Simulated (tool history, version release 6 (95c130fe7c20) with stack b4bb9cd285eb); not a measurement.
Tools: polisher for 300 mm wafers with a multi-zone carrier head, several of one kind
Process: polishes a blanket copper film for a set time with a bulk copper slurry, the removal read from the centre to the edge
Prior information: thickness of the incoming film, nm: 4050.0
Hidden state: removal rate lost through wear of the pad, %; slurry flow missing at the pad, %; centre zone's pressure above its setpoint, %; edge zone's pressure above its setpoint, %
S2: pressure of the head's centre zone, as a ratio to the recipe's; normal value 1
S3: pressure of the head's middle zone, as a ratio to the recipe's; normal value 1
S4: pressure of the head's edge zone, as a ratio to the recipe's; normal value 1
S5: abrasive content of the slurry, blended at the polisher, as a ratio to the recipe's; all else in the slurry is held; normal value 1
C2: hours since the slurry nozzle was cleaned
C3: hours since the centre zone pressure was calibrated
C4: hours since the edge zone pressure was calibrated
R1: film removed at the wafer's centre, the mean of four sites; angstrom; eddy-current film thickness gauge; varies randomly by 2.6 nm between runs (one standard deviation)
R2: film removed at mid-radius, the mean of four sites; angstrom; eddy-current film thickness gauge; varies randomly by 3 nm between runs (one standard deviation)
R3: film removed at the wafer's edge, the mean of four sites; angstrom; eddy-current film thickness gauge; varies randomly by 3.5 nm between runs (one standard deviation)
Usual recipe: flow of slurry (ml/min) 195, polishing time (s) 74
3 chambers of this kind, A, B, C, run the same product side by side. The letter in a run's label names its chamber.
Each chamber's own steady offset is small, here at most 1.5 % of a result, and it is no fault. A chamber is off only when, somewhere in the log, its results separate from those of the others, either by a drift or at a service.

Run 1B, hour 6.4: usual settings; wafers polished on this pad 130; C2 192.6; C3 1218.4; C4 471.8. Result: R1 3515.3 angstrom, R2 3496.2 angstrom, R3 3460.1 angstrom.
Run 2A, hour 17.6: usual settings; wafers polished on this pad 686; C2 49.8; C3 917.9; C4 1512.2. Result: R1 3567.3 angstrom, R2 3549.7 angstrom, R3 3586 angstrom.
At hour 21.5: chamber B: slurry nozzle cleaned.
Run 3C, hour 23.7: usual settings; wafers polished on this pad 319; C2 47.4; C3 937; C4 77.7. Result: R1 3550.3 angstrom, R2 3585.7 angstrom, R3 3583.4 angstrom.
Run 4C, hour 33.4: usual settings; wafers polished on this pad 396; C2 57.1; C3 946.7; C4 87.4. Result: R1 3531.3 angstrom, R2 3550 angstrom, R3 3607.1 angstrom.
At hour 36.4: chamber A: edge zone pressure recalibrated.
Run 5A, hour 39.3: usual settings; wafers polished on this pad 859; C2 71.5; C3 939.6; C4 3. Result: R1 3550 angstrom, R2 3510.9 angstrom, R3 3596.8 angstrom.
Run 6B, hour 46.5: usual settings but S5 0.8; wafers polished on this pad 451; C2 25; C3 1258.5; C4 511.9. Result: R1 3389 angstrom, R2 3388.7 angstrom, R3 3355.4 angstrom.
At hour 49.8: chamber A: worn pad replaced by a new one.
Run 7A, hour 56.1: usual settings but S5 0.8; wafers polished on this pad 50; C2 88.3; C3 956.4; C4 19.8. Result: R1 3349.8 angstrom, R2 3423.3 angstrom, R3 3410.9 angstrom.
Run 8C, hour 68.5: usual settings but S5 0.8; wafers polished on this pad 677; C2 92.2; C3 981.8; C4 122.5. Result: R1 3355.6 angstrom, R2 3380.3 angstrom, R3 3364.5 angstrom.
Run 9B, hour 76.8: usual settings but S2 0.95, S3 0.9; wafers polished on this pad 693; C2 55.3; C3 1288.8; C4 542.2. Result: R1 3309.9 angstrom, R2 3252.3 angstrom, R3 3503.2 angstrom.
Run 10A, hour 86.2: usual settings but S2 0.95, S3 0.9; wafers polished on this pad 291; C2 118.4; C3 986.5; C4 49.9. Result: R1 3337.9 angstrom, R2 3237.1 angstrom, R3 3515.1 angstrom.
Run 11C, hour 98.4: usual settings but S2 0.95, S3 0.9; wafers polished on this pad 916; C2 122.1; C3 1011.7; C4 152.4. Result: R1 3314 angstrom, R2 3165.8 angstrom, R3 3547.3 angstrom.
Run 12B, hour 104.3: usual settings; wafers polished on this pad 913; C2 82.8; C3 1316.3; C4 569.7. Result: R1 3521 angstrom, R2 3590.8 angstrom, R3 3457.6 angstrom.
Run 13C, hour 115.5: usual settings; wafers polished on this pad 1053; C2 139.2; C3 1028.8; C4 169.5. Result: R1 3560.4 angstrom, R2 3510.8 angstrom, R3 3537.8 angstrom.
Run 14A, hour 124.8: usual settings; wafers polished on this pad 600; C2 157; C3 1025.1; C4 88.5. Result: R1 3492 angstrom, R2 3588.2 angstrom, R3 3530 angstrom.
At hour 128: chamber C: worn pad replaced by a new one.
Run 15B, hour 136.9: usual settings; wafers polished on this pad 1174; C2 115.4; C3 1348.9; C4 602.3. Result: R1 3469.6 angstrom, R2 3617.4 angstrom, R3 3532 angstrom.
At hour 140.4: chamber A: worn pad replaced by a new one.
At hour 143.1: chamber B: worn pad replaced by a new one.
Run 16B, hour 145.1: usual settings; wafers polished on this pad 16; C2 123.6; C3 1357.1; C4 610.5. Result: R1 3503.6 angstrom, R2 3580 angstrom, R3 3461.4 angstrom.
Run 17C, hour 156.8: usual settings; wafers polished on this pad 231; C2 180.5; C3 1070.1; C4 210.8. Result: R1 3560.5 angstrom, R2 3505 angstrom, R3 3605.5 angstrom.
At hour 158.6: chamber B: centre zone pressure recalibrated.
Run 18A, hour 163.1: usual settings; wafers polished on this pad 182; C2 195.3; C3 1063.4; C4 126.8. Result: R1 3533.4 angstrom, R2 3561.7 angstrom, R3 3465.8 angstrom.
At hour 172: chamber A: centre zone pressure recalibrated.
Run 19C, hour 174.6: usual settings but S4 0.92; wafers polished on this pad 373; C2 198.3; C3 1087.9; C4 228.6. Result: R1 3523.2 angstrom, R2 3518.6 angstrom, R3 3419 angstrom.
Run 20B, hour 182.3: usual settings but S4 0.92; wafers polished on this pad 314; C2 160.8; C3 23.8; C4 647.7. Result: R1 3470.5 angstrom, R2 3602.8 angstrom, R3 3372.7 angstrom.
Run 21A, hour 194: usual settings but S4 0.92; wafers polished on this pad 429; C2 226.2; C3 22.1; C4 157.7. Result: R1 3811.8 angstrom, R2 3543.3 angstrom, R3 3378.8 angstrom.
Run 22A, hour 200.1: usual settings but S5 1.2; wafers polished on this pad 478; C2 232.3; C3 28.2; C4 163.8. Result: R1 3935.9 angstrom, R2 3628.5 angstrom, R3 3746.5 angstrom.
Run 23C, hour 209.5: usual settings but S5 1.2; wafers polished on this pad 652; C2 233.2; C3 1122.8; C4 263.5. Result: R1 3694.1 angstrom, R2 3626.6 angstrom, R3 3717.9 angstrom.
Run 24B, hour 221.7: usual settings but S5 1.2; wafers polished on this pad 629; C2 200.2; C3 63.2; C4 687.1. Result: R1 3652 angstrom, R2 3724.3 angstrom, R3 3638.1 angstrom.
At hour 224.1: chamber C: slurry nozzle cleaned.
At hour 226.8: chamber B: slurry nozzle cleaned.
Run 25A, hour 233.5: usual settings but flow of slurry (ml/min) 220; wafers polished on this pad 745; C2 265.7; C3 61.6; C4 197.2. Result: R1 3839.5 angstrom, R2 3640.3 angstrom, R3 3604.8 angstrom.
Run 26B, hour 241.3: usual settings but flow of slurry (ml/min) 220; wafers polished on this pad 786; C2 14.6; C3 82.8; C4 706.7. Result: R1 3557.7 angstrom, R2 3648.2 angstrom, R3 3569.9 angstrom.
Run 27C, hour 246.7: usual settings but flow of slurry (ml/min) 220; wafers polished on this pad 950; C2 22.6; C3 1160; C4 300.7. Result: R1 3608.3 angstrom, R2 3577.2 angstrom, R3 3620.3 angstrom.
At hour 253.9: chamber A: worn pad replaced by a new one.
Run 28C, hour 259.1: usual settings; wafers polished on this pad 1049; C2 35; C3 1172.4; C4 313.1. Result: R1 3509 angstrom, R2 3519.3 angstrom, R3 3507.6 angstrom.
Run 29B, hour 266.1: usual settings but S3 1.11, S4 1.06; wafers polished on this pad 984; C2 39.4; C3 107.6; C4 731.5. Result: R1 3503.9 angstrom, R2 3928.3 angstrom, R3 3609.5 angstrom.
Run 30A, hour 274.9: usual settings but S3 1.11, S4 1.06; wafers polished on this pad 168; C2 307.1; C3 103; C4 238.6. Result: R1 3810.1 angstrom, R2 3846.2 angstrom, R3 3638.4 angstrom.
Run 31A, hour 283.9: usual settings but S3 1.11, S4 1.06; wafers polished on this pad 240; C2 316.1; C3 112; C4 247.6. Result: R1 3790 angstrom, R2 3941.3 angstrom, R3 3635.9 angstrom.
At hour 286.5: chamber C: worn pad replaced by a new one.
Run 32B, hour 294.2: usual settings; wafers polished on this pad 1209; C2 67.5; C3 135.7; C4 759.6. Result: R1 3543.3 angstrom, R2 3568.4 angstrom, R3 3542.7 angstrom.
Run 33C, hour 305: usual settings; wafers polished on this pad 148; C2 80.9; C3 1218.3; C4 359. Result: R1 3515.4 angstrom, R2 3498.6 angstrom, R3 3613.2 angstrom.
At hour 310.7: chamber B: worn pad replaced by a new one.
Run 34C, hour 314.2: usual settings but S4 0.92; wafers polished on this pad 221; C2 90.1; C3 1227.5; C4 368.2. Result: R1 3537.8 angstrom, R2 3604.7 angstrom, R3 3452 angstrom.
Run 35B, hour 324.3: usual settings but S4 0.92; wafers polished on this pad 109; C2 97.6; C3 165.8; C4 789.7. Result: R1 3495.9 angstrom, R2 3576.1 angstrom, R3 3371.9 angstrom.
Run 36A, hour 333.5: usual settings but S4 0.92; wafers polished on this pad 637; C2 365.7; C3 161.6; C4 297.2. Result: R1 3772.8 angstrom, R2 3529.7 angstrom, R3 3482.7 angstrom.
Run 37A, hour 342.1: usual settings; wafers polished on this pad 705; C2 374.3; C3 170.2; C4 305.8. Result: R1 3768.1 angstrom, R2 3557.1 angstrom, R3 3495.9 angstrom.
Run 38C, hour 350.6: usual settings; wafers polished on this pad 513; C2 126.5; C3 1263.9; C4 404.6. Result: R1 3541.9 angstrom, R2 3529.3 angstrom, R3 3550.8 angstrom.
Run 39B, hour 360.1: usual settings; wafers polished on this pad 395; C2 133.4; C3 201.6; C4 825.5. Result: R1 3539.9 angstrom, R2 3610 angstrom, R3 3468.2 angstrom.
Run 40A, hour 366.6: usual settings; wafers polished on this pad 901; C2 398.8; C3 194.7; C4 330.3. Result: R1 3769.6 angstrom, R2 3543.1 angstrom, R3 3591.9 angstrom.
Run 41B, hour 378.9: usual settings; wafers polished on this pad 546; C2 152.2; C3 220.4; C4 844.3. Result: R1 3467.4 angstrom, R2 3584.4 angstrom, R3 3510.8 angstrom.

Predict what each chamber gives when all 3 of them run the settings below next.
Run 42A, hour 387.9: usual settings but S2 0.95. Result: R1 ?, R2 ?, R3 ?.
Run 42B, hour 387.9: usual settings but S2 0.95. Result: R1 ?, R2 ?, R3 ?.
Run 42C, hour 387.9: usual settings but S2 0.95. Result: R1 ?, R2 ?, R3 ?.

run      R1      R2      R3
42A  3588.6    3573  3535.7
42B  3334.1  3623.6  3508.5
42C  3373.6  3520.5  3561.9
